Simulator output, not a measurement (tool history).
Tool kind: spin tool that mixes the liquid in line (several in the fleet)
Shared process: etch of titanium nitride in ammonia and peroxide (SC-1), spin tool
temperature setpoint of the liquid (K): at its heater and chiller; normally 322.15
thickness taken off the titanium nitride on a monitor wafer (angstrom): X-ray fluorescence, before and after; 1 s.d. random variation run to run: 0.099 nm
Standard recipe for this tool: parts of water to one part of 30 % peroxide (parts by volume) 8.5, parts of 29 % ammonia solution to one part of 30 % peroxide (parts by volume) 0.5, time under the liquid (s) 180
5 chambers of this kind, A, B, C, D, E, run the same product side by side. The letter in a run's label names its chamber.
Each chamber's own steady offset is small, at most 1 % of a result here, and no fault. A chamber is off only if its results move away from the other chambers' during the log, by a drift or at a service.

run,hour,temperature setpoint of the liquid (K),parts of water to one part of 30 % peroxide (parts by volume),parts of 29 % ammonia solution to one part of 30 % peroxide (parts by volume),time under the liquid (s),hours since the thermometer was replaced,hours since the ammonia flow meter was replaced,hours since the heated supply line was repaired,hours since the drum of ammonia solution was connected,"read-back film thickness of the titanium nitride reference wafer, read on the same gauge (nm)",thickness taken off the titanium nitride on a monitor wafer (angstrom)
1D,5.5,322.15,8.5,0.5,180,137.7,657.1,444.8,317.3,139.97,107.21
2B,9.9,322.15,8.5,0.5,180,890,534.5,1033.5,918.5,139.98,106.54
3E,17,322.15,8.5,0.5,180,463.5,882.2,365,56.8,140,108.49
4A,21.7,322.15,8.5,0.5,180,652.6,1224.3,1009.7,179.3,140.02,106.91
5C,28.2,322.15,8.5,0.5,180,628.4,313.6,664.9,204.1,140,107.4
6D,33.6,322.15,8.5,0.5,180,165.8,685.2,472.9,345.4,140,108.04
7B,38.5,322.15,8.5,0.5,180,918.6,563.1,1062.1,947.1,139.99,106.03
# hour 40: chamber D: new drum of ammonia solution connected
8C,45,322.15,8.5,0.5,255,645.2,330.4,681.7,220.9,139.99,149.39
# hour 48.4: chamber D: ammonia flow meter replaced
9A,50.2,322.15,8.5,0.5,255,681.1,1252.8,1038.2,207.8,140,152.88
10E,55.4,322.15,8.5,0.5,255,501.9,920.6,403.4,95.2,140.01,155.08
11D,59.4,322.15,8.5,0.5,255,191.6,11.1,498.7,19.5,139.98,146.85
12E,63.9,322.15,8.5,0.5,255,510.4,929.1,411.9,103.7,139.99,153.67
13C,67.2,322.15,8.5,0.5,180,667.4,352.6,703.9,243.1,140.01,106.65
# hour 68: chamber B: new drum of ammonia solution connected
14B,72,322.15,8.5,0.5,180,952.1,596.6,1095.6,4.1,140.02,108.43
15A,77.1,322.15,8.5,0.5,180,708,1279.7,1065.1,234.7,139.99,106.11
16D,80.2,322.15,8.5,0.5,180,212.4,31.9,519.5,40.3,139.99,104.64
17B,85.4,314.65,8.5,0.5,180,965.5,610,1109,17.5,139.98,63.899
18C,92.6,314.65,8.5,0.5,180,692.8,378,729.3,268.5,139.99,63.032
19E,98.2,314.65,8.5,0.5,180,544.7,963.4,446.2,138,140.03,62.352
20A,102.2,314.65,8.5,0.5,180,733.1,1304.8,1090.2,259.8,140,63.257
21D,105.5,314.65,8.5,0.5,180,237.7,57.2,544.8,65.6,139.99,58.809
# hour 110.1: chamber B: ammonia flow meter replaced
22B,112.2,322.15,8.5,0.5,180,992.3,2.2,1135.8,44.3,140.02,105.11
23E,117.3,322.15,8.5,0.5,180,563.8,982.5,465.3,157.1,140.01,110.3
24A,124.1,322.15,8.5,0.5,180,755,1326.7,1112.1,281.7,140.03,106.4
25C,127.3,322.15,8.5,0.5,180,727.5,412.7,764,303.2,140.02,107.97
26B,132.6,322.15,8.5,0.35,115,1012.7,22.6,1156.2,64.7,140.01,63.918
27D,136.7,322.15,8.5,0.35,115,268.9,88.4,576,96.8,140.01,60.256
28C,141.5,322.15,8.5,0.35,115,741.7,426.9,778.2,317.4,139.99,63.483
29A,148.3,322.15,8.5,0.35,115,779.2,1350.9,1136.3,305.9,140,64.427
30E,152.9,322.15,8.5,0.35,115,599.4,1018.1,500.9,192.7,140,64.941
31E,159,322.15,8.5,0.5,180,605.5,1024.2,507,198.8,139.99,108.1
32D,165.9,322.15,8.5,0.5,180,298.1,117.6,605.2,126,140.01,97.838
33C,170.3,322.15,8.5,0.5,180,770.5,455.7,807,346.2,140.01,106.3
34A,175.5,322.15,8.5,0.5,180,806.4,1378.1,1163.5,333.1,140,107.06
35B,180.8,322.15,8.5,0.5,180,1060.9,70.8,1204.4,112.9,139.96,107.94
36C,186.3,322.15,8.5,0.5,180,786.5,471.7,823,362.2,140.03,107.07

Read the log: is a single chamber off, either drifting away or since a service, is the gauge that measures every chamber drifting, or is nothing wrong beyond small per-chamber offsets? Name any odd chamber and what most likely caused it.

It is chamber D that slowly wanders off from its peers.
What lies behind it: temperature lost on the way to the wafer (K) = 1.49.
The log may not tell that from: liquid colder than its thermometer reads (K).

Chamber D could run next with any of the 4 candidate recipes listed below; each alters the usual settings, and their results appear as question marks. Which one brings its results back in line with what the other chambers deliver on the usual settings?
Maximum distance from the other chambers' mean on the usual settings for a result to count as in line: thickness taken off the titanium nitride on a monitor wafer (angstrom) 3.5
37D-1,191.5,322.15,8.5,0.5,225,,,,,,?
37D-2,191.5,320.65,8.5,0.5,180,,,,,,?
37D-3,191.5,323.65,8.5,0.5,180,,,,,,?
37D-4,191.5,319.15,8.5,0.5,180,,,,,,?

The mean the other chambers reach with the usual settings: thickness taken off the titanium nitride on a monitor wafer (angstrom) 107.33
run,thickness taken off the titanium nitride on a monitor wafer (angstrom)
37D-1,120.07
37D-2,86.156
37D-3,106.91
37D-4,77.25
It is 37D-3 that realigns the chamber with its peers.
